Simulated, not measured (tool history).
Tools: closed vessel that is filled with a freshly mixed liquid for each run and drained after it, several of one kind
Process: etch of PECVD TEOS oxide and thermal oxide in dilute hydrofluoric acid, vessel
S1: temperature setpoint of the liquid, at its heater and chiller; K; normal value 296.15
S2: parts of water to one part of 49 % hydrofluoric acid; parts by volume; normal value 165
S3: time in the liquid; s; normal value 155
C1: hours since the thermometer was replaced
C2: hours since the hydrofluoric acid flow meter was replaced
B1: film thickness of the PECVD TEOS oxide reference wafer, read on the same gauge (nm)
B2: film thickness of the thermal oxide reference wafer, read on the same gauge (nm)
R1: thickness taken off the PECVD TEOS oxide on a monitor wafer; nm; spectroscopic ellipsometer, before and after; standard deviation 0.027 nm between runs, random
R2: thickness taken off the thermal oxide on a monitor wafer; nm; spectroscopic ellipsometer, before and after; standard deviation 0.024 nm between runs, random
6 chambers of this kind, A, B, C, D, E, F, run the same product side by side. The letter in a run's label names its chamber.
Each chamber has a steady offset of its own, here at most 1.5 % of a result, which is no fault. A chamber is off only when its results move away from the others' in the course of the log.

Run 1B, hour 2.6: usual settings; C1 524.9; C2 1232.2; B1 120; B2 99.985. Result: R1 8.1798 nm, R2 3.9278 nm.
Run 2C, hour 6: usual settings; C1 275.9; C2 789.6; B1 120.01; B2 99.972. Result: R1 8.27 nm, R2 3.8187 nm.
At hour 6.6: chamber D: thermometer replaced.
Run 3E, hour 9.8: usual settings; C1 1002.6; C2 57.9; B1 120; B2 100.02. Result: R1 8.0409 nm, R2 3.9048 nm.
Run 4F, hour 13.4: usual settings; C1 862.7; C2 432.2; B1 120.01; B2 99.957. Result: R1 8.202 nm, R2 3.9238 nm.
Run 5A, hour 15.6: usual settings but S2 125 parts by volume; C1 415.4; C2 1117.9; B1 120; B2 100.04. Result: R1 11.511 nm, R2 5.4696 nm.
Run 6D, hour 20.4: usual settings but S2 125 parts by volume; C1 13.8; C2 512.1; B1 120.01; B2 99.985. Result: R1 11.412 nm, R2 5.4004 nm.
Run 7D, hour 24: usual settings but S2 125 parts by volume; C1 17.4; C2 515.7; B1 120.01; B2 99.999. Result: R1 11.392 nm, R2 5.3618 nm.
Run 8F, hour 26.5: usual settings but S2 125 parts by volume; C1 875.8; C2 445.3; B1 120; B2 100.03. Result: R1 11.325 nm, R2 5.304 nm.
Run 9A, hour 28.8: usual settings but S2 125 parts by volume; C1 428.6; C2 1131.1; B1 120; B2 100.01. Result: R1 11.473 nm, R2 5.4511 nm.
Run 10E, hour 32: usual settings but S2 125 parts by volume; C1 1024.8; C2 80.1; B1 120.01; B2 100.02. Result: R1 11.059 nm, R2 5.3907 nm.
Run 11B, hour 36.3: usual settings; C1 558.6; C2 1265.9; B1 120.01; B2 99.994. Result: R1 8.1853 nm, R2 3.8991 nm.
Run 12C, hour 39.9: usual settings but S3 245 s; C1 309.8; C2 823.5; B1 120.01; B2 100. Result: R1 12.973 nm, R2 6.1209 nm.
At hour 41.3: chamber B: hydrofluoric acid flow meter replaced.
Run 13A, hour 43.2: usual settings but S3 245 s; C1 443; C2 1145.5; B1 119.99; B2 100.02. Result: R1 13.134 nm, R2 6.2067 nm.
Run 14E, hour 45.4: usual settings but S3 245 s; C1 1038.2; C2 93.5; B1 120.01; B2 99.979. Result: R1 12.803 nm, R2 6.113 nm.
Run 15B, hour 49.8: usual settings but S3 245 s; C1 572.1; C2 8.5; B1 120.01; B2 100. Result: R1 12.899 nm, R2 6.1558 nm.
Run 16F, hour 52.3: usual settings but S3 245 s; C1 901.6; C2 471.1; B1 120.01; B2 100.02. Result: R1 12.997 nm, R2 6.0879 nm.
Run 17D, hour 55.6: usual settings but S3 245 s; C1 49; C2 547.3; B1 120; B2 99.985. Result: R1 12.918 nm, R2 6.1278 nm.
Run 18C, hour 58: usual settings; C1 327.9; C2 841.6; B1 120.01; B2 100.01. Result: R1 8.2239 nm, R2 3.8578 nm.
Run 19D, hour 61.3: usual settings; C1 54.7; C2 553; B1 119.99; B2 99.988. Result: R1 8.1387 nm, R2 3.8678 nm.
Run 20C, hour 64.7: usual settings but S2 90 parts by volume; C1 334.6; C2 848.3; B1 120; B2 100. Result: R1 16.496 nm, R2 7.7302 nm.
Run 21F, hour 69.5: usual settings but S2 90 parts by volume; C1 918.8; C2 488.3; B1 119.99; B2 99.984. Result: R1 16.377 nm, R2 7.7162 nm.
Run 22E, hour 74: usual settings but S2 90 parts by volume; C1 1066.8; C2 122.1; B1 120.02; B2 100.02. Result: R1 16.169 nm, R2 7.7829 nm.
Run 23B, hour 78.5: usual settings but S2 90 parts by volume; C1 600.8; C2 37.2; B1 119.99; B2 100.01. Result: R1 16.427 nm, R2 7.8638 nm.
Run 24A, hour 83: usual settings but S2 90 parts by volume; C1 482.8; C2 1185.3; B1 120.03; B2 100.02. Result: R1 16.691 nm, R2 7.9559 nm.
Run 25C, hour 86.6: usual settings but S2 90 parts by volume; C1 356.5; C2 870.2; B1 120; B2 99.992. Result: R1 16.506 nm, R2 7.8012 nm.
Run 26E, hour 91.1: usual settings; C1 1083.9; C2 139.2; B1 119.99; B2 100. Result: R1 8.089 nm, R2 3.8683 nm.
Run 27A, hour 93.3: usual settings; C1 493.1; C2 1195.6; B1 119.97; B2 100.02. Result: R1 8.3237 nm, R2 3.9195 nm.
Run 28F, hour 97.2: usual settings; C1 946.5; C2 516; B1 120; B2 100.01. Result: R1 8.1836 nm, R2 3.8525 nm.
Run 29B, hour 99.8: usual settings; C1 622.1; C2 58.5; B1 120; B2 99.984. Result: R1 8.1075 nm, R2 3.9 nm.
Run 30D, hour 102.5: usual settings; C1 95.9; C2 594.2; B1 120.02; B2 99.988. Result: R1 8.167 nm, R2 3.8738 nm.
Run 31F, hour 104.6: usual settings; C1 953.9; C2 523.4; B1 119.99; B2 100. Result: R1 8.2091 nm, R2 3.8778 nm.
Run 32A, hour 108.3: usual settings; C1 508.1; C2 1210.6; B1 120.02; B2 99.986. Result: R1 8.2933 nm, R2 3.9147 nm.
Run 33E, hour 112.5: usual settings; C1 1105.3; C2 160.6; B1 120; B2 99.998. Result: R1 8.0718 nm, R2 3.8786 nm.
Run 34B, hour 116.6: usual settings; C1 638.9; C2 75.3; B1 120.02; B2 99.998. Result: R1 8.1937 nm, R2 3.9045 nm.
Run 35C, hour 119.4: usual settings; C1 389.3; C2 903; B1 120.01; B2 100. Result: R1 8.2329 nm, R2 3.844 nm.
Run 36D, hour 122.6: usual settings; C1 116; C2 614.3; B1 120; B2 100. Result: R1 8.1817 nm, R2 3.8865 nm.
Run 37B, hour 127.3: usual settings; C1 649.6; C2 86; B1 119.99; B2 99.999. Result: R1 8.1623 nm, R2 3.8748 nm.
Run 38C, hour 131.4: usual settings; C1 401.3; C2 915; B1 120; B2 100.02. Result: R1 8.2855 nm, R2 3.794 nm.

Has any chamber moved away from the others, gradually or after a service, or does the common gauge drift, or do the chambers differ only by their own small steady offsets? State the chamber and the most likely cause if one applies.

Beyond each chamber's small constant offset nothing stands out, and the gauge stays steady.

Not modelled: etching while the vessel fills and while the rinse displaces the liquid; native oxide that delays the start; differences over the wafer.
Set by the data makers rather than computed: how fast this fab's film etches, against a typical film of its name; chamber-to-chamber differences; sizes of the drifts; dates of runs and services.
